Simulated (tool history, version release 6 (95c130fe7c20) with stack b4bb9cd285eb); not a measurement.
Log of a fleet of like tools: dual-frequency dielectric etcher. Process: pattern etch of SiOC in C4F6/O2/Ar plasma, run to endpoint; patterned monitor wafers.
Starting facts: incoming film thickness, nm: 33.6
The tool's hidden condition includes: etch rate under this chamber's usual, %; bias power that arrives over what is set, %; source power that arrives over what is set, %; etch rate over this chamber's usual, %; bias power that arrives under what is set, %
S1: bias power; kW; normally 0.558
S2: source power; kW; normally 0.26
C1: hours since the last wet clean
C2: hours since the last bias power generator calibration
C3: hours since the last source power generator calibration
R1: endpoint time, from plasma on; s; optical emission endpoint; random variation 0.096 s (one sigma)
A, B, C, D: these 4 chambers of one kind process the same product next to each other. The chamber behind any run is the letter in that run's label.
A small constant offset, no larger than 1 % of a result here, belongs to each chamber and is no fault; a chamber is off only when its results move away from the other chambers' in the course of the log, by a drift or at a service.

Run 1D, hour 5.5: usual settings; C1 329.6; C2 3510.2; C3 1971.2. Result: R1 12.802 s.
Run 2A, hour 10: usual settings; C1 559.4; C2 1561; C3 4374.4. Result: R1 12.789 s.
Run 3C, hour 14: usual settings; C1 187.2; C2 957.6; C3 462.8. Result: R1 12.895 s.
Run 4B, hour 21.6: usual settings; C1 375.2; C2 788.3; C3 662.1. Result: R1 12.523 s.
At hour 27.1: chamber A: wet clean of the chamber.
Run 5C, hour 29.4: usual settings; C1 202.6; C2 973; C3 478.2. Result: R1 12.877 s.
At hour 36.2: chamber D: bias power generator calibrated.
Run 6A, hour 38: usual settings but S2 0.22 kW; C1 10.9; C2 1589; C3 4402.4. Result: R1 13.292 s.
At hour 39.6: chamber A: source power generator calibrated.
Run 7B, hour 44.5: usual settings but S2 0.22 kW; C1 398.1; C2 811.2; C3 685. Result: R1 13.579 s.
Run 8D, hour 52.8: usual settings but S2 0.22 kW; C1 376.9; C2 16.7; C3 2018.5. Result: R1 13.55 s.
Run 9C, hour 60.4: usual settings but S2 0.22 kW; C1 233.6; C2 1004; C3 509.2. Result: R1 13.492 s.
Run 10A, hour 66.8: usual settings; C1 39.7; C2 1617.8; C3 27.3. Result: R1 12.895 s.
Run 11B, hour 73.3: usual settings but S2 0.23 kW; C1 426.9; C2 840; C3 713.8. Result: R1 13.165 s.
Run 12D, hour 77.8: usual settings but S2 0.23 kW; C1 401.9; C2 41.7; C3 2043.5. Result: R1 13.561 s.
Run 13D, hour 85: usual settings but S2 0.23 kW; C1 409.1; C2 48.9; C3 2050.7. Result: R1 13.438 s.
At hour 86.8: chamber D: wet clean of the chamber.
Run 14C, hour 90: usual settings but S2 0.23 kW; C1 263.2; C2 1033.6; C3 538.8. Result: R1 13.533 s.
Run 15A, hour 98.4: usual settings; C1 71.3; C2 1649.4; C3 58.9. Result: R1 12.639 s.
Run 16B, hour 105.6: usual settings; C1 459.2; C2 872.3; C3 746.1. Result: R1 12.367 s.
Run 17A, hour 110.7: usual settings; C1 83.6; C2 1661.7; C3 71.2. Result: R1 12.691 s.
Run 18B, hour 119.6: usual settings but S2 0.21 kW; C1 473.2; C2 886.3; C3 760.1. Result: R1 13.638 s.
Run 19D, hour 126.5: usual settings but S2 0.21 kW; C1 39.8; C2 90.4; C3 2092.2. Result: R1 13.706 s.
Run 20C, hour 130.6: usual settings but S2 0.21 kW; C1 303.8; C2 1074.2; C3 579.4. Result: R1 13.751 s.
Run 21A, hour 137.9: usual settings but S2 0.21 kW; C1 110.8; C2 1688.9; C3 98.4. Result: R1 13.819 s.
Run 22D, hour 143.6: usual settings but S1 0.491 kW, S2 0.21 kW; C1 56.9; C2 107.5; C3 2109.3. Result: R1 14.426 s.
Run 23C, hour 150.3: usual settings but S1 0.491 kW, S2 0.21 kW; C1 323.5; C2 1093.9; C3 599.1. Result: R1 14.29 s.
Run 24B, hour 156.5: usual settings but S1 0.491 kW, S2 0.21 kW; C1 510.1; C2 923.2; C3 797. Result: R1 14.2 s.
Run 25A, hour 164.4: usual settings but S1 0.491 kW, S2 0.21 kW; C1 137.3; C2 1715.4; C3 124.9. Result: R1 14.37 s.
Run 26B, hour 168.7: usual settings but S1 0.601 kW, S2 0.2 kW; C1 522.3; C2 935.4; C3 809.2. Result: R1 13.222 s.
Run 27D, hour 174.8: usual settings but S1 0.601 kW, S2 0.2 kW; C1 88.1; C2 138.7; C3 2140.5. Result: R1 13.665 s.
Run 28C, hour 182.8: usual settings but S1 0.601 kW, S2 0.2 kW; C1 356; C2 1126.4; C3 631.6. Result: R1 13.554 s.
Run 29A, hour 191.2: usual settings but S1 0.601 kW, S2 0.2 kW; C1 164.1; C2 1742.2; C3 151.7. Result: R1 13.561 s.
Run 30D, hour 198.4: usual settings; C1 111.7; C2 162.3; C3 2164.1. Result: R1 12.839 s.
Run 31B, hour 205.3: usual settings; C1 558.9; C2 972; C3 845.8. Result: R1 12.224 s.
Run 32C, hour 214: usual settings; C1 387.2; C2 1157.6; C3 662.8. Result: R1 12.6 s.
Run 33A, hour 222: usual settings; C1 194.9; C2 1773; C3 182.5. Result: R1 12.747 s.
Run 34B, hour 228.9: usual settings; C1 582.5; C2 995.6; C3 869.4. Result: R1 12.227 s.
Run 35C, hour 237.2: usual settings; C1 410.4; C2 1180.8; C3 686. Result: R1 12.668 s.
Run 36D, hour 242.8: usual settings; C1 156.1; C2 206.7; C3 2208.5. Result: R1 12.838 s.
Run 37C, hour 251.2: usual settings; C1 424.4; C2 1194.8; C3 700. Result: R1 12.668 s.
Run 38A, hour 256.6: usual settings; C1 229.5; C2 1807.6; C3 217.1. Result: R1 12.691 s.
Run 39B, hour 265.1: usual settings; C1 618.7; C2 1031.8; C3 905.6. Result: R1 12.206 s.
Run 40D, hour 270.6: usual settings but S1 0.653 kW, S2 0.28 kW; C1 183.9; C2 234.5; C3 2236.3. Result: R1 11.754 s.
Run 41A, hour 275.1: usual settings but S1 0.653 kW, S2 0.28 kW; C1 248; C2 1826.1; C3 235.6. Result: R1 11.48 s.
Run 42D, hour 284.2: usual settings but S1 0.653 kW, S2 0.28 kW; C1 197.5; C2 248.1; C3 2249.9. Result: R1 11.609 s.
Run 43B, hour 290.4: usual settings but S1 0.653 kW, S2 0.28 kW; C1 644; C2 1057.1; C3 930.9. Result: R1 11.007 s.

The same settings go to every chamber for the next run, one line per chamber below. Forecast the results for each:
Run 44A, hour 297: usual settings. Result: R1 ?.
Run 44B, hour 297: usual settings. Result: R1 ?.
Run 44C, hour 297: usual settings. Result: R1 ?.
Run 44D, hour 297: usual settings. Result: R1 ?.

run      R1
44A  12.957
44B  12.106
44C  12.703
44D  12.781

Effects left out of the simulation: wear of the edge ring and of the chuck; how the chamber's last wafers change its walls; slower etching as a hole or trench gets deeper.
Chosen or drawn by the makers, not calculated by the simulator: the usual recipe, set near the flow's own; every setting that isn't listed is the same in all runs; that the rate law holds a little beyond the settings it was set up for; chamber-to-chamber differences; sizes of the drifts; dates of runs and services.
